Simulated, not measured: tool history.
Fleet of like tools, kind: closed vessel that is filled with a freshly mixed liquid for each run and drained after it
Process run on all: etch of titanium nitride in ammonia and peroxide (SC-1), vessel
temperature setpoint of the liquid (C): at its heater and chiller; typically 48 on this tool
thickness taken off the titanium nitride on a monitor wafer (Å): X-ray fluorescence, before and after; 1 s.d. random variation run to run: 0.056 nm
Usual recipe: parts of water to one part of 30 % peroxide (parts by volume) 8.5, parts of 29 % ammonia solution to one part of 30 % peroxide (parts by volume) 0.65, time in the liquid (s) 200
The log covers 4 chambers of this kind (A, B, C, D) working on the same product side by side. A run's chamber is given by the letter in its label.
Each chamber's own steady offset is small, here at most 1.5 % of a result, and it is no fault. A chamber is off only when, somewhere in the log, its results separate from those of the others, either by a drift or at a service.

run,hour,temperature setpoint of the liquid (C),parts of water to one part of 30 % peroxide (parts by volume),parts of 29 % ammonia solution to one part of 30 % peroxide (parts by volume),time in the liquid (s),"read-back film thickness of the titanium nitride reference wafer, read on the same gauge (nm)",thickness taken off the titanium nitride on a monitor wafer (Å)
1A,10.2,48,8.5,0.65,200,60.003,67.051
2C,23.7,48,8.5,0.65,200,59.991,67.418
3D,39.3,48,8.5,0.65,200,59.996,68.545
4B,53.6,48,8.5,0.65,200,59.983,66.804
# hour 58.1: chamber D: ammonia flow meter replaced
5D,61.7,48,8.5,0.75,200,59.999,67.611
6B,75.4,48,8.5,0.75,200,60.018,68.75
7A,88.1,48,8.5,0.75,200,59.977,69.875
8C,100.2,48,8.5,0.75,200,59.989,69.155
9D,114.5,48,8.5,0.65,200,59.996,67.036
10A,129,48,8.5,0.65,200,60.007,67.746
11B,139.7,48,8.5,0.65,200,59.995,67.193
12C,152.6,48,8.5,0.65,200,60.016,67.717
13C,163.7,48,8.5,0.65,200,60.016,66.86
# hour 164.7: chamber C: new drum of ammonia solution connected
14B,176.7,48,8.5,0.65,200,60.032,67.399
# hour 182: chamber D: new drum of ammonia solution connected
15A,186.2,39.5,8.5,0.65,270,60.004,48.851
16D,197.5,39.5,8.5,0.65,270,59.989,49.855
17A,205.6,39.5,8.5,0.65,270,60.004,48.969
18B,213.3,39.5,8.5,0.65,270,59.993,48.822
19C,228.2,48,8.5,0.65,200,60.002,66.264
20D,238.7,48,8.5,0.65,200,59.996,67.804
21C,251.1,48,8.5,0.65,200,60.004,66.532
22B,265.9,48,8.5,0.65,200,60.005,65.859
# hour 273.5: chamber A: new drum of ammonia solution connected
23D,279.6,48,8.5,0.65,200,59.991,67.197
# hour 280.6: chamber C: ammonia flow meter replaced
24A,286.9,48,8.5,0.65,200,60.011,67.433
25A,297,55,8.5,0.65,85,59.996,46.999
26B,309.3,55,8.5,0.65,85,59.99,45.833
27C,316.5,55,8.5,0.65,85,60.016,45.275
28D,324.1,55,8.5,0.65,85,60.012,46.118
29A,338.3,48,8.5,0.65,200,60.001,68.056
30B,346.5,48,8.5,0.65,200,59.983,67.164
31C,362.5,48,8.5,0.65,200,59.991,63.418
32D,378.9,48,8.5,0.65,200,60.011,67.902

Does one chamber stand apart from the rest, does the shared gauge drift, or is all well apart from small per-chamber offsets? Give the chamber and the most likely cause, where there is one.

It is chamber C that slowly wanders off from its peers.
Likeliest cause: liquid colder than its thermometer reads (K) = 0.857.

Below are 4 candidate recipes for chamber C's next run, each the usual settings with a change, their results shown as question marks. Which of them brings C's results back in line with what the other chambers give on the usual settings?
Allowed miss from the other chambers' usual-settings mean, per result, to count as in line: thickness taken off the titanium nitride on a monitor wafer (Å) 2
33C-1,390.7,48,8.5,0.65,210,,?
33C-2,390.7,48,8.5,0.65,190,,?
33C-3,390.7,49,8.5,0.65,210,,?
33C-4,390.7,47,8.5,0.65,190,,?

On the usual settings, the other chambers give on average: thickness taken off the titanium nitride on a monitor wafer (Å) 67.371
run,thickness taken off the titanium nitride on a monitor wafer (Å)
33C-1,66.717
33C-2,60.363
33C-3,71.706
33C-4,56.177
33C-1 is the one that brings the chamber's results back in line with the other chambers.
